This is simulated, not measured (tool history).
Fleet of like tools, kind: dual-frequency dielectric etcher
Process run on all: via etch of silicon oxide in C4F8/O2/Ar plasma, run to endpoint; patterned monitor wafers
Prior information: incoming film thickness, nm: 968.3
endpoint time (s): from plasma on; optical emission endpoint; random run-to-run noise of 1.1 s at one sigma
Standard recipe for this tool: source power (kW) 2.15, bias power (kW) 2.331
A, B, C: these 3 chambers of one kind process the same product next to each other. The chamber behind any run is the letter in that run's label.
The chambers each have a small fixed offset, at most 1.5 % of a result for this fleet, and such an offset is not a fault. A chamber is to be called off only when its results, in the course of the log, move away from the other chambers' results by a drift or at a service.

run 1C day=0.096 | source_power_(kW)=2.15 bias_power_(kW)=2.331 | endpoint_time_(s)=178.86
run 2B day=0.262 | source_power_(kW)=2.15 bias_power_(kW)=2.331 | endpoint_time_(s)=179.13
run 3A day=0.421 | source_power_(kW)=2.15 bias_power_(kW)=2.331 | endpoint_time_(s)=177.93
run 4B day=0.525 | source_power_(kW)=2.15 bias_power_(kW)=2.331 | endpoint_time_(s)=180.38
run 5A day=0.688 | source_power_(kW)=2.15 bias_power_(kW)=2.331 | endpoint_time_(s)=179.09
run 6C day=0.829 | source_power_(kW)=2.15 bias_power_(kW)=2.331 | endpoint_time_(s)=175.4
run 7A day=0.954 | source_power_(kW)=1.85 bias_power_(kW)=1.958 | endpoint_time_(s)=200.28
run 8B day=1.088 | source_power_(kW)=1.85 bias_power_(kW)=1.958 | endpoint_time_(s)=201.7
run 9C day=1.208 | source_power_(kW)=1.85 bias_power_(kW)=1.958 | endpoint_time_(s)=198.67
run 10A day=1.367 | source_power_(kW)=2.15 bias_power_(kW)=2.331 | endpoint_time_(s)=179.98
run 11B day=1.546 | source_power_(kW)=2.15 bias_power_(kW)=2.331 | endpoint_time_(s)=180.19
run 12C day=1.65 | source_power_(kW)=2.15 bias_power_(kW)=2.331 | endpoint_time_(s)=180.97
run 13A day=1.838 | source_power_(kW)=2.15 bias_power_(kW)=2.331 | endpoint_time_(s)=178.64
run 14C day=2.029 | source_power_(kW)=2.15 bias_power_(kW)=2.331 | endpoint_time_(s)=178.02
run 15B day=2.121 | source_power_(kW)=2.15 bias_power_(kW)=2.331 | endpoint_time_(s)=182.45
run 16A day=2.304 | source_power_(kW)=2.15 bias_power_(kW)=2.331 | endpoint_time_(s)=178.12
run 17C day=2.462 | source_power_(kW)=2.15 bias_power_(kW)=2.331 | endpoint_time_(s)=176.94
run 18B day=2.617 | source_power_(kW)=2.15 bias_power_(kW)=2.331 | endpoint_time_(s)=179.72
-- day=2.625 chamber B: wet clean of the chamber
run 19C day=2.725 | source_power_(kW)=2.15 bias_power_(kW)=2.331 | endpoint_time_(s)=177.01
run 20A day=2.833 | source_power_(kW)=2.43 bias_power_(kW)=2.836 | endpoint_time_(s)=160.58
run 21B day=3.008 | source_power_(kW)=2.43 bias_power_(kW)=2.836 | endpoint_time_(s)=169.41
run 22B day=3.183 | source_power_(kW)=2.43 bias_power_(kW)=2.836 | endpoint_time_(s)=170.69
run 23C day=3.333 | source_power_(kW)=2.15 bias_power_(kW)=2.331 | endpoint_time_(s)=176.87
run 24A day=3.496 | source_power_(kW)=2.15 bias_power_(kW)=2.331 | endpoint_time_(s)=178.55
run 25A day=3.629 | source_power_(kW)=2.15 bias_power_(kW)=2.331 | endpoint_time_(s)=177.79
run 26B day=3.792 | source_power_(kW)=2.15 bias_power_(kW)=2.331 | endpoint_time_(s)=187.91
run 27C day=3.938 | source_power_(kW)=2.15 bias_power_(kW)=2.331 | endpoint_time_(s)=177.87
run 28A day=4.058 | source_power_(kW)=2.15 bias_power_(kW)=2.331 | endpoint_time_(s)=179.48
run 29C day=4.208 | source_power_(kW)=2.15 bias_power_(kW)=2.331 | endpoint_time_(s)=177.39
run 30B day=4.379 | source_power_(kW)=2.15 bias_power_(kW)=2.331 | endpoint_time_(s)=188.73
run 31A day=4.533 | source_power_(kW)=1.69 bias_power_(kW)=2.331 | endpoint_time_(s)=196.13
run 32B day=4.733 | source_power_(kW)=1.69 bias_power_(kW)=2.331 | endpoint_time_(s)=208.89
run 33C day=4.825 | source_power_(kW)=1.69 bias_power_(kW)=2.331 | endpoint_time_(s)=195.7
run 34C day=4.983 | source_power_(kW)=2.15 bias_power_(kW)=2.331 | endpoint_time_(s)=178.59
run 35B day=5.083 | source_power_(kW)=2.15 bias_power_(kW)=2.331 | endpoint_time_(s)=188.19
run 36A day=5.25 | source_power_(kW)=2.15 bias_power_(kW)=2.331 | endpoint_time_(s)=179.39
run 37B day=5.392 | source_power_(kW)=2.15 bias_power_(kW)=2.331 | endpoint_time_(s)=188.49
run 38C day=5.562 | source_power_(kW)=2.15 bias_power_(kW)=2.331 | endpoint_time_(s)=177.78

Read the log: is a single chamber off, either drifting away or since a service, is the gauge that measures every chamber drifting, or is nothing wrong beyond small per-chamber offsets? Name any odd chamber and what most likely caused it.

After it was serviced, chamber B no longer matches the other chambers.
What lies behind it: etch rate under this chamber's usual, % = 4.47.

Here are 4 candidates for chamber B's next run, each the usual settings with a change, their results left as question marks. Which one brings its results back in line with what the others give on the usual settings?
Maximum distance from the other chambers' mean on the usual settings for a result to count as in line: endpoint time (s) 3.8
run 39B-1 day=5.704 | source_power_(kW)=2.15 bias_power_(kW)=2.786 | endpoint_time_(s)=?
run 39B-2 day=5.704 | source_power_(kW)=1.95 bias_power_(kW)=2.177 | endpoint_time_(s)=?
run 39B-3 day=5.704 | source_power_(kW)=2.25 bias_power_(kW)=2.331 | endpoint_time_(s)=?
run 39B-4 day=5.704 | source_power_(kW)=2.09 bias_power_(kW)=2.281 | endpoint_time_(s)=?

The mean the other chambers reach with the usual settings: endpoint time (s) 178.18
run=39B-1 endpoint_time_(s)=179.23
run=39B-2 endpoint_time_(s)=200.45
run=39B-3 endpoint_time_(s)=185.51
run=39B-4 endpoint_time_(s)=192.31
Change 39B-1 lands the chamber within the allowed miss of the other chambers.
